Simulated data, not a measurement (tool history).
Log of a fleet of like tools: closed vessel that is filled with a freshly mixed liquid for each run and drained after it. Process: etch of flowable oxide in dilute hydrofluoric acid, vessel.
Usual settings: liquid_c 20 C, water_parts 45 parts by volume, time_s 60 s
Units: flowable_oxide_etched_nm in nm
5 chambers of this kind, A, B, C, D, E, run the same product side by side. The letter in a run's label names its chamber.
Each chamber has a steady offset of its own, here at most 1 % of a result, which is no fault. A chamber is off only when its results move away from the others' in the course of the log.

| run | hour | liquid_c | water_parts | time_s | read-back film thickness of the flowable oxide reference wafer, read on the same gauge (nm) | flowable_oxide_etched_nm |
|---|---|---|---|---|---|---|
| 1C | 10.1 | 20 | 45 | 60 | 89.999 | 31.427 |
| 2A | 16.6 | 20 | 45 | 60 | 89.952 | 31.697 |
| 3E | 23.2 | 20 | 45 | 60 | 90.020 | 32.600 |
| 4D | 35.6 | 20 | 45 | 60 | 90.003 | 32.058 |
|  | 41.7 | chamber A: hydrofluoric acid flow meter replaced |
| 5B | 47.9 | 20 | 45 | 60 | 89.999 | 31.583 |
| 6B | 59.4 | 20 | 45 | 60 | 90.010 | 31.403 |
| 7D | 64.9 | 20 | 45 | 60 | 90.010 | 31.651 |
| 8A | 76.7 | 22 | 55 | 60 | 89.993 | 27.934 |
|  | 79.5 | chamber C: thermometer replaced |
| 9C | 87.6 | 22 | 55 | 60 | 89.990 | 28.144 |
| 10E | 97.4 | 22 | 55 | 60 | 90.004 | 28.439 |
| 11A | 105.8 | 22 | 55 | 60 | 89.960 | 27.388 |
| 12D | 118.0 | 22 | 55 | 60 | 89.991 | 27.784 |
| 13B | 128.8 | 20 | 60 | 70 | 90.005 | 27.167 |
| 14C | 141.1 | 20 | 60 | 70 | 89.999 | 27.566 |
| 15E | 152.6 | 20 | 60 | 70 | 90.007 | 27.431 |
| 16A | 161.9 | 20 | 60 | 70 | 90.025 | 27.351 |
| 17C | 172.6 | 20 | 60 | 70 | 89.996 | 27.845 |
| 18D | 179.8 | 20 | 45 | 60 | 90.027 | 31.796 |
| 19B | 186.7 | 20 | 45 | 60 | 90.012 | 31.921 |
| 20E | 198.0 | 17 | 60 | 60 | 90.021 | 21.001 |
| 21A | 210.0 | 17 | 60 | 60 | 90.037 | 20.398 |
| 22C | 217.3 | 17 | 60 | 60 | 90.054 | 20.622 |
| 23D | 224.8 | 17 | 60 | 60 | 90.000 | 20.009 |
| 24B | 233.2 | 17 | 60 | 60 | 90.029 | 20.855 |
| 25E | 242.0 | 20 | 45 | 60 | 89.990 | 32.323 |
| 26C | 249.6 | 20 | 45 | 60 | 89.979 | 31.819 |
| 27E | 257.4 | 20 | 45 | 60 | 89.994 | 32.321 |
| 28D | 265.8 | 20 | 45 | 60 | 90.024 | 30.339 |
| 29A | 274.3 | 20 | 45 | 60 | 89.997 | 31.404 |
| 30B | 281.5 | 20 | 45 | 60 | 89.990 | 31.912 |
| 31E | 292.3 | 20 | 45 | 30 | 89.989 | 16.162 |
| 32C | 304.0 | 20 | 45 | 30 | 89.998 | 16.074 |
| 33B | 312.2 | 20 | 45 | 30 | 89.992 | 15.827 |
| 34A | 323.8 | 20 | 45 | 30 | 89.987 | 15.495 |
| 35D | 333.7 | 20 | 45 | 30 | 89.983 | 14.773 |
| 36B | 344.8 | 20 | 45 | 60 | 90.023 | 31.842 |

All 5 chambers run these settings next. Forecast each chamber's results:
| 37A | 353.8 | 20 | 35 | 60 |  | ? |
| 37B | 353.8 | 20 | 35 | 60 |  | ? |
| 37C | 353.8 | 20 | 35 | 60 |  | ? |
| 37D | 353.8 | 20 | 35 | 60 |  | ? |
| 37E | 353.8 | 20 | 35 | 60 |  | ? |

| run | flowable_oxide_etched_nm |
|---|---|
| 37A | 41.162 |
| 37B | 40.818 |
| 37C | 41.614 |
| 37D | 37.382 |
| 37E | 41.794 |
